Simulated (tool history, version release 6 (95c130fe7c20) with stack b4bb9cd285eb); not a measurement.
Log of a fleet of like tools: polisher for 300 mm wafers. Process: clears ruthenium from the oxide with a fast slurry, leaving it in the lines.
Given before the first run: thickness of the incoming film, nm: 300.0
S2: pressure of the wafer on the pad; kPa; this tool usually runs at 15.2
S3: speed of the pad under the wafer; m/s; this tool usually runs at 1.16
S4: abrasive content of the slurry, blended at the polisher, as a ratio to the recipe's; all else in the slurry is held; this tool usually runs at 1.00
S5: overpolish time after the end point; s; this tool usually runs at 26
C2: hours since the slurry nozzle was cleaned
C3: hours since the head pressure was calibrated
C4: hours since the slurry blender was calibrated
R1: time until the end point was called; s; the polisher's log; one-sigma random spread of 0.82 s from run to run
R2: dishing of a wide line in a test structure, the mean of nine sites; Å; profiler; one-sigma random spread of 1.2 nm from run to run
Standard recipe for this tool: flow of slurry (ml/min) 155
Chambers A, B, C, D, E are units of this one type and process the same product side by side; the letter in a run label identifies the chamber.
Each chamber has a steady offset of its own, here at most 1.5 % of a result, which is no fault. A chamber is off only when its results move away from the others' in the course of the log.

-- hour=6.6 chamber E: worn pad replaced by a new one
run 1A hour=7.2 | flow_of_slurry_(ml/min)=155 S2=15.2 S3=1.16 S4=1.00 S5=26 | wafers_polished_on_this_pad=305 C2=244.4 C3=357.6 C4=27.3 | R1=76.639 R2=643.91
-- hour=14.5 chamber C: head pressure recalibrated
-- hour=14.9 chamber C: slurry nozzle cleaned
run 2B hour=15.3 | flow_of_slurry_(ml/min)=155 S2=15.2 S3=1.16 S4=1.00 S5=26 | wafers_polished_on_this_pad=599 C2=170.3 C3=127.2 C4=207.1 | R1=73.954 R2=659.91
run 3D hour=21.2 | flow_of_slurry_(ml/min)=155 S2=15.2 S3=1.16 S4=1.00 S5=26 | wafers_polished_on_this_pad=271 C2=153.7 C3=293.8 C4=232.9 | R1=75.056 R2=647.63
run 4C hour=27.3 | flow_of_slurry_(ml/min)=155 S2=15.2 S3=1.16 S4=1.00 S5=26 | wafers_polished_on_this_pad=655 C2=12.5 C3=12.9 C4=33.2 | R1=74.876 R2=687.56
run 5E hour=34.0 | flow_of_slurry_(ml/min)=155 S2=15.2 S3=1.16 S4=1.00 S5=26 | wafers_polished_on_this_pad=290 C2=260.5 C3=76.2 C4=313.0 | R1=73.025 R2=670.50
-- hour=36.7 chamber C: worn pad replaced by a new one
-- hour=38.4 chamber D: head pressure recalibrated
run 6B hour=39.8 | flow_of_slurry_(ml/min)=155 S2=15.2 S3=1.16 S4=1.00 S5=26 | wafers_polished_on_this_pad=857 C2=194.8 C3=151.7 C4=231.6 | R1=74.821 R2=646.26
run 7E hour=46.5 | flow_of_slurry_(ml/min)=155 S2=15.2 S3=1.16 S4=1.00 S5=26 | wafers_polished_on_this_pad=421 C2=273.0 C3=88.7 C4=325.5 | R1=74.530 R2=662.91
-- hour=47.1 chamber B: worn pad replaced by a new one
run 8A hour=51.4 | flow_of_slurry_(ml/min)=155 S2=15.2 S3=1.16 S4=1.00 S5=26 | wafers_polished_on_this_pad=771 C2=288.6 C3=401.8 C4=71.5 | R1=73.856 R2=672.05
run 9C hour=56.7 | flow_of_slurry_(ml/min)=155 S2=15.2 S3=1.16 S4=1.00 S5=26 | wafers_polished_on_this_pad=211 C2=41.9 C3=42.3 C4=62.6 | R1=74.598 R2=689.25
-- hour=56.8 chamber D: worn pad replaced by a new one
-- hour=57.1 chamber A: worn pad replaced by a new one
run 10D hour=64.1 | flow_of_slurry_(ml/min)=155 S2=15.2 S3=1.16 S4=1.00 S5=26 | wafers_polished_on_this_pad=77 C2=196.6 C3=25.7 C4=275.8 | R1=74.353 R2=673.46
run 11E hour=70.0 | flow_of_slurry_(ml/min)=155 S2=15.2 S3=1.16 S4=1.00 S5=26 | wafers_polished_on_this_pad=669 C2=296.5 C3=112.2 C4=349.0 | R1=73.775 R2=668.03
run 12A hour=74.5 | flow_of_slurry_(ml/min)=155 S2=15.2 S3=1.16 S4=1.00 S5=26 | wafers_polished_on_this_pad=183 C2=311.7 C3=424.9 C4=94.6 | R1=75.662 R2=669.07
-- hour=81.8 chamber A: head pressure recalibrated
run 13C hour=82.7 | flow_of_slurry_(ml/min)=155 S2=15.2 S3=1.16 S4=1.00 S5=26 | wafers_polished_on_this_pad=486 C2=67.9 C3=68.3 C4=88.6 | R1=74.400 R2=690.29
-- hour=83.8 chamber D: slurry nozzle cleaned
run 14B hour=89.2 | flow_of_slurry_(ml/min)=155 S2=15.2 S3=1.16 S4=1.15 S5=26 | wafers_polished_on_this_pad=445 C2=244.2 C3=201.1 C4=281.0 | R1=70.067 R2=689.66
run 15D hour=96.8 | flow_of_slurry_(ml/min)=155 S2=15.2 S3=1.16 S4=1.15 S5=26 | wafers_polished_on_this_pad=422 C2=13.1 C3=58.4 C4=308.5 | R1=69.491 R2=692.58
-- hour=99.4 chamber C: worn pad replaced by a new one
run 16C hour=105.0 | flow_of_slurry_(ml/min)=155 S2=15.2 S3=1.16 S4=1.15 S5=26 | wafers_polished_on_this_pad=59 C2=90.2 C3=90.6 C4=110.9 | R1=70.074 R2=703.61
-- hour=108.6 chamber D: worn pad replaced by a new one
run 17B hour=109.3 | flow_of_slurry_(ml/min)=155 S2=15.2 S3=1.16 S4=1.15 S5=26 | wafers_polished_on_this_pad=657 C2=264.3 C3=221.2 C4=301.1 | R1=70.372 R2=696.35
run 18D hour=113.5 | flow_of_slurry_(ml/min)=155 S2=15.2 S3=1.16 S4=1.15 S5=26 | wafers_polished_on_this_pad=52 C2=29.8 C3=75.1 C4=325.2 | R1=71.190 R2=686.09
run 19E hour=117.9 | flow_of_slurry_(ml/min)=155 S2=15.2 S3=1.16 S4=1.00 S5=18 | wafers_polished_on_this_pad=1175 C2=344.4 C3=160.1 C4=396.9 | R1=73.438 R2=523.19
-- hour=120.3 chamber E: worn pad replaced by a new one
run 20A hour=125.5 | flow_of_slurry_(ml/min)=155 S2=15.2 S3=1.16 S4=1.00 S5=18 | wafers_polished_on_this_pad=721 C2=362.7 C3=43.8 C4=145.6 | R1=66.654 R2=563.84
run 21D hour=130.6 | flow_of_slurry_(ml/min)=155 S2=15.2 S3=1.16 S4=1.00 S5=18 | wafers_polished_on_this_pad=232 C2=46.9 C3=92.2 C4=342.3 | R1=74.456 R2=516.63
-- hour=135.0 chamber B: worn pad replaced by a new one
-- hour=135.8 chamber A: worn pad replaced by a new one
run 22C hour=138.1 | flow_of_slurry_(ml/min)=155 S2=15.2 S3=1.16 S4=1.00 S5=18 | wafers_polished_on_this_pad=408 C2=123.3 C3=123.7 C4=144.0 | R1=74.392 R2=515.74
run 23B hour=142.8 | flow_of_slurry_(ml/min)=155 S2=15.2 S3=1.16 S4=1.00 S5=18 | wafers_polished_on_this_pad=83 C2=297.8 C3=254.7 C4=334.6 | R1=73.940 R2=515.35
run 24A hour=150.6 | flow_of_slurry_(ml/min)=155 S2=15.2 S3=1.16 S4=1.00 S5=26 | wafers_polished_on_this_pad=156 C2=387.8 C3=68.9 C4=170.7 | R1=67.269 R2=710.99
run 25E hour=157.0 | flow_of_slurry_(ml/min)=155 S2=15.2 S3=1.16 S4=1.00 S5=26 | wafers_polished_on_this_pad=388 C2=383.5 C3=199.2 C4=436.0 | R1=73.878 R2=664.33
-- hour=161.0 chamber D: worn pad replaced by a new one
-- hour=161.9 chamber C: worn pad replaced by a new one
run 26C hour=163.2 | flow_of_slurry_(ml/min)=155 S2=17.9 S3=1.16 S4=1.00 S5=18 | wafers_polished_on_this_pad=14 C2=148.4 C3=148.8 C4=169.1 | R1=63.668 R2=585.69
-- hour=163.7 chamber B: slurry blender recalibrated
run 27E hour=167.1 | flow_of_slurry_(ml/min)=155 S2=17.9 S3=1.16 S4=1.00 S5=18 | wafers_polished_on_this_pad=494 C2=393.6 C3=209.3 C4=446.1 | R1=63.234 R2=590.94
run 28D hour=175.2 | flow_of_slurry_(ml/min)=155 S2=17.9 S3=1.16 S4=1.00 S5=18 | wafers_polished_on_this_pad=150 C2=91.5 C3=136.8 C4=386.9 | R1=63.059 R2=581.65
run 29A hour=179.4 | flow_of_slurry_(ml/min)=155 S2=17.9 S3=1.16 S4=1.00 S5=18 | wafers_polished_on_this_pad=460 C2=416.6 C3=97.7 C4=199.5 | R1=56.796 R2=612.13
run 30B hour=184.8 | flow_of_slurry_(ml/min)=155 S2=17.9 S3=1.16 S4=1.00 S5=18 | wafers_polished_on_this_pad=526 C2=339.8 C3=296.7 C4=21.2 | R1=61.935 R2=577.99
run 31B hour=189.2 | flow_of_slurry_(ml/min)=155 S2=15.2 S3=1.16 S4=1.00 S5=26 | wafers_polished_on_this_pad=572 C2=344.2 C3=301.1 C4=25.6 | R1=73.971 R2=655.48
-- hour=189.5 chamber C: slurry blender recalibrated
run 32C hour=196.2 | flow_of_slurry_(ml/min)=155 S2=15.2 S3=1.16 S4=1.00 S5=26 | wafers_polished_on_this_pad=362 C2=181.4 C3=181.8 C4=6.7 | R1=74.548 R2=669.61

Decide between three cases: one chamber stands off from its peers, the gauge reading all wafers drifts, or nothing is wrong past each chamber's small offset. Where a chamber is off, say which and what most likely put it there.

Chamber A came out of a service off from its peers and stayed that way.
Most likely cause: head's pressure above its setpoint, % = 11.5.

Chamber A could run next with any of the 4 candidate recipes listed below; each alters the usual settings, and their results appear as question marks. Which one brings its results back in line with what the other chambers deliver on the usual settings?
In-line tolerance around the mean of the other chambers on the usual settings: R1 2.900 s; R2 40.00 Å
run 33A-1 hour=202.3 | flow_of_slurry_(ml/min)=155 S2=15.2 S3=1.14 S4=1.00 S5=26 | R1=? R2=?
run 33A-2 hour=202.3 | flow_of_slurry_(ml/min)=155 S2=15.2 S3=1.18 S4=1.00 S5=26 | R1=? R2=?
run 33A-3 hour=202.3 | flow_of_slurry_(ml/min)=155 S2=14.5 S3=1.10 S4=1.00 S5=26 | R1=? R2=?
run 33A-4 hour=202.3 | flow_of_slurry_(ml/min)=155 S2=15.9 S3=1.22 S4=1.00 S5=26 | R1=? R2=?

Mean of the other chambers on the usual settings: R1 74.479 s; R2 667.81 Å
run=33A-1 R1=68.831 R2=703.45
run=33A-2 R1=66.464 R2=719.33
run=33A-3 R1=74.744 R2=666.47
run=33A-4 R1=61.481 R2=754.94
The right change is 33A-3: it brings the chamber back within the allowed miss of the others.
